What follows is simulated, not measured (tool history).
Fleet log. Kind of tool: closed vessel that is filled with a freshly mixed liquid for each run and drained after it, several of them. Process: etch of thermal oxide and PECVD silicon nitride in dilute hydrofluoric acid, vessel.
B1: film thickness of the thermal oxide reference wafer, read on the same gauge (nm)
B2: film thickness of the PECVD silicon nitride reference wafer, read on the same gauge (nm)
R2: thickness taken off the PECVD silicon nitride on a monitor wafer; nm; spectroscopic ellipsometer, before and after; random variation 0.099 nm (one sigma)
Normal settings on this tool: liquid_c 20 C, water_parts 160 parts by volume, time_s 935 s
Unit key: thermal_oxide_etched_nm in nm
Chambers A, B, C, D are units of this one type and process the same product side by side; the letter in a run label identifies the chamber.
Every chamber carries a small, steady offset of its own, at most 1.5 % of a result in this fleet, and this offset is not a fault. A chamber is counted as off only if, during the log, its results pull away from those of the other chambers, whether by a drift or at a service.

{"run": "1B", "hour": 3.1, "liquid_c": 20, "water_parts": 160, "time_s": 935, "B1": 70.051, "B2": 110, "thermal_oxide_etched_nm": 21.94, "R2": 20.634}
{"run": "2D", "hour": 7.9, "liquid_c": 20, "water_parts": 160, "time_s": 935, "B1": 70.003, "B2": 110, "thermal_oxide_etched_nm": 21.817, "R2": 20.86}
{"run": "3C", "hour": 11.1, "liquid_c": 20, "water_parts": 160, "time_s": 935, "B1": 70.012, "B2": 109.99, "thermal_oxide_etched_nm": 21.593, "R2": 20.902}
{"run": "4A", "hour": 13.9, "liquid_c": 20, "water_parts": 160, "time_s": 935, "B1": 70.004, "B2": 110.03, "thermal_oxide_etched_nm": 21.833, "R2": 20.911}
{"run": "5B", "hour": 17.5, "liquid_c": 20, "water_parts": 85, "time_s": 530, "B1": 69.999, "B2": 110.01, "thermal_oxide_etched_nm": 25.131, "R2": 22.206}
{"run": "6C", "hour": 21.2, "liquid_c": 20, "water_parts": 85, "time_s": 530, "B1": 70.004, "B2": 109.98, "thermal_oxide_etched_nm": 25.581, "R2": 22.389}
{"run": "7A", "hour": 24.9, "liquid_c": 20, "water_parts": 85, "time_s": 530, "B1": 69.998, "B2": 109.98, "thermal_oxide_etched_nm": 25.028, "R2": 21.854}
{"run": "8D", "hour": 29.9, "liquid_c": 20, "water_parts": 85, "time_s": 530, "B1": 70.051, "B2": 109.98, "thermal_oxide_etched_nm": 25.428, "R2": 21.969}
{"run": "9C", "hour": 34.9, "liquid_c": 20, "water_parts": 160, "time_s": 935, "B1": 70.01, "B2": 110.03, "thermal_oxide_etched_nm": 21.686, "R2": 20.872}
{"run": "10B", "hour": 39.0, "liquid_c": 20, "water_parts": 160, "time_s": 935, "B1": 69.95, "B2": 109.95, "thermal_oxide_etched_nm": 21.888, "R2": 20.935}
{"run": "11A", "hour": 43.1, "liquid_c": 20, "water_parts": 160, "time_s": 935, "B1": 70.026, "B2": 110, "thermal_oxide_etched_nm": 21.677, "R2": 20.962}
{"run": "12D", "hour": 48.3, "liquid_c": 22, "water_parts": 160, "time_s": 1120, "B1": 69.949, "B2": 110, "thermal_oxide_etched_nm": 28.014, "R2": 28.466}
{"hour": 51.0, "done": "chamber B: thermometer replaced"}
{"run": "13A", "hour": 52.9, "liquid_c": 22, "water_parts": 160, "time_s": 1120, "B1": 70.01, "B2": 110.02, "thermal_oxide_etched_nm": 28.407, "R2": 28.583}
{"run": "14B", "hour": 56.5, "liquid_c": 22, "water_parts": 160, "time_s": 1120, "B1": 70.044, "B2": 109.99, "thermal_oxide_etched_nm": 28.125, "R2": 28.408}
{"run": "15D", "hour": 59.9, "liquid_c": 22, "water_parts": 160, "time_s": 1120, "B1": 70.009, "B2": 110, "thermal_oxide_etched_nm": 28.229, "R2": 28.33}
{"run": "16C", "hour": 62.7, "liquid_c": 20, "water_parts": 105, "time_s": 935, "B1": 70.019, "B2": 109.99, "thermal_oxide_etched_nm": 35.623, "R2": 32.195}
{"run": "17B", "hour": 67.4, "liquid_c": 20, "water_parts": 105, "time_s": 935, "B1": 70.041, "B2": 109.96, "thermal_oxide_etched_nm": 35.009, "R2": 31.314}
{"run": "18D", "hour": 70.2, "liquid_c": 20, "water_parts": 105, "time_s": 935, "B1": 69.997, "B2": 110.03, "thermal_oxide_etched_nm": 35.003, "R2": 31.185}
{"run": "19C", "hour": 74.6, "liquid_c": 20, "water_parts": 105, "time_s": 935, "B1": 69.948, "B2": 109.99, "thermal_oxide_etched_nm": 35.603, "R2": 31.837}
{"run": "20A", "hour": 77.8, "liquid_c": 17, "water_parts": 160, "time_s": 935, "B1": 69.981, "B2": 110, "thermal_oxide_etched_nm": 19.194, "R2": 17.166}
{"run": "21A", "hour": 80.2, "liquid_c": 17, "water_parts": 160, "time_s": 935, "B1": 70.028, "B2": 110.01, "thermal_oxide_etched_nm": 19.251, "R2": 16.984}
{"run": "22D", "hour": 84.5, "liquid_c": 17, "water_parts": 160, "time_s": 935, "B1": 70.056, "B2": 110, "thermal_oxide_etched_nm": 19.362, "R2": 16.948}
{"run": "23C", "hour": 89.8, "liquid_c": 17, "water_parts": 160, "time_s": 935, "B1": 69.974, "B2": 110.01, "thermal_oxide_etched_nm": 19.13, "R2": 17.192}
{"run": "24B", "hour": 95.1, "liquid_c": 20, "water_parts": 160, "time_s": 935, "B1": 70.016, "B2": 109.99, "thermal_oxide_etched_nm": 21.827, "R2": 20.485}
{"run": "25B", "hour": 100.3, "liquid_c": 20, "water_parts": 160, "time_s": 935, "B1": 70.022, "B2": 109.98, "thermal_oxide_etched_nm": 21.829, "R2": 20.74}
{"run": "26C", "hour": 105.1, "liquid_c": 20, "water_parts": 160, "time_s": 935, "B1": 69.997, "B2": 110.01, "thermal_oxide_etched_nm": 21.608, "R2": 20.924}
{"run": "27A", "hour": 107.5, "liquid_c": 20, "water_parts": 160, "time_s": 935, "B1": 70.005, "B2": 110.01, "thermal_oxide_etched_nm": 22.031, "R2": 20.932}
{"run": "28D", "hour": 110.2, "liquid_c": 20, "water_parts": 160, "time_s": 935, "B1": 70.03, "B2": 110, "thermal_oxide_etched_nm": 21.975, "R2": 20.767}
{"run": "29D", "hour": 115.0, "liquid_c": 20, "water_parts": 160, "time_s": 935, "B1": 70.034, "B2": 110.01, "thermal_oxide_etched_nm": 21.663, "R2": 20.943}
{"run": "30B", "hour": 118.1, "liquid_c": 20, "water_parts": 160, "time_s": 935, "B1": 69.971, "B2": 110.04, "thermal_oxide_etched_nm": 21.814, "R2": 20.926}
{"run": "31A", "hour": 121.2, "liquid_c": 23, "water_parts": 105, "time_s": 935, "B1": 70.023, "B2": 110.03, "thermal_oxide_etched_nm": 39.921, "R2": 38.229}
{"run": "32C", "hour": 125.8, "liquid_c": 23, "water_parts": 105, "time_s": 935, "B1": 70.014, "B2": 110, "thermal_oxide_etched_nm": 39.691, "R2": 38.897}
{"run": "33D", "hour": 129.8, "liquid_c": 23, "water_parts": 105, "time_s": 935, "B1": 70.018, "B2": 110.01, "thermal_oxide_etched_nm": 39.795, "R2": 38.618}
{"run": "34B", "hour": 132.7, "liquid_c": 23, "water_parts": 105, "time_s": 935, "B1": 70.018, "B2": 110, "thermal_oxide_etched_nm": 39.491, "R2": 38.543}
{"run": "35A", "hour": 135.4, "liquid_c": 20, "water_parts": 160, "time_s": 935, "B1": 70.011, "B2": 110.05, "thermal_oxide_etched_nm": 21.612, "R2": 20.997}
{"run": "36C", "hour": 139.2, "liquid_c": 20, "water_parts": 160, "time_s": 935, "B1": 69.992, "B2": 109.99, "thermal_oxide_etched_nm": 21.223, "R2": 21.024}
{"run": "37D", "hour": 142.0, "liquid_c": 20, "water_parts": 160, "time_s": 935, "B1": 70.014, "B2": 109.99, "thermal_oxide_etched_nm": 21.836, "R2": 20.961}
{"run": "38B", "hour": 144.6, "liquid_c": 20, "water_parts": 160, "time_s": 935, "B1": 70, "B2": 110.03, "thermal_oxide_etched_nm": 21.42, "R2": 20.947}
{"run": "39A", "hour": 147.0, "liquid_c": 20, "water_parts": 160, "time_s": 935, "B1": 70.004, "B2": 109.97, "thermal_oxide_etched_nm": 21.379, "R2": 20.975}
{"run": "40C", "hour": 151.0, "liquid_c": 20, "water_parts": 160, "time_s": 935, "B1": 70.011, "B2": 110.02, "thermal_oxide_etched_nm": 21.766, "R2": 21.03}

Next, every chamber runs the same settings. What will each give?
{"run": "41A", "hour": 154.8, "liquid_c": 20, "water_parts": 160, "time_s": 1355, "thermal_oxide_etched_nm": "?", "R2": "?"}
{"run": "41B", "hour": 154.8, "liquid_c": 20, "water_parts": 160, "time_s": 1355, "thermal_oxide_etched_nm": "?", "R2": "?"}
{"run": "41C", "hour": 154.8, "liquid_c": 20, "water_parts": 160, "time_s": 1355, "thermal_oxide_etched_nm": "?", "R2": "?"}
{"run": "41D", "hour": 154.8, "liquid_c": 20, "water_parts": 160, "time_s": 1355, "thermal_oxide_etched_nm": "?", "R2": "?"}

run=41A thermal_oxide_etched_nm=31.278 R2=30.43
run=41B thermal_oxide_etched_nm=31.592 R2=30.118
run=41C thermal_oxide_etched_nm=31.08 R2=30.556
run=41D thermal_oxide_etched_nm=31.365 R2=30.05
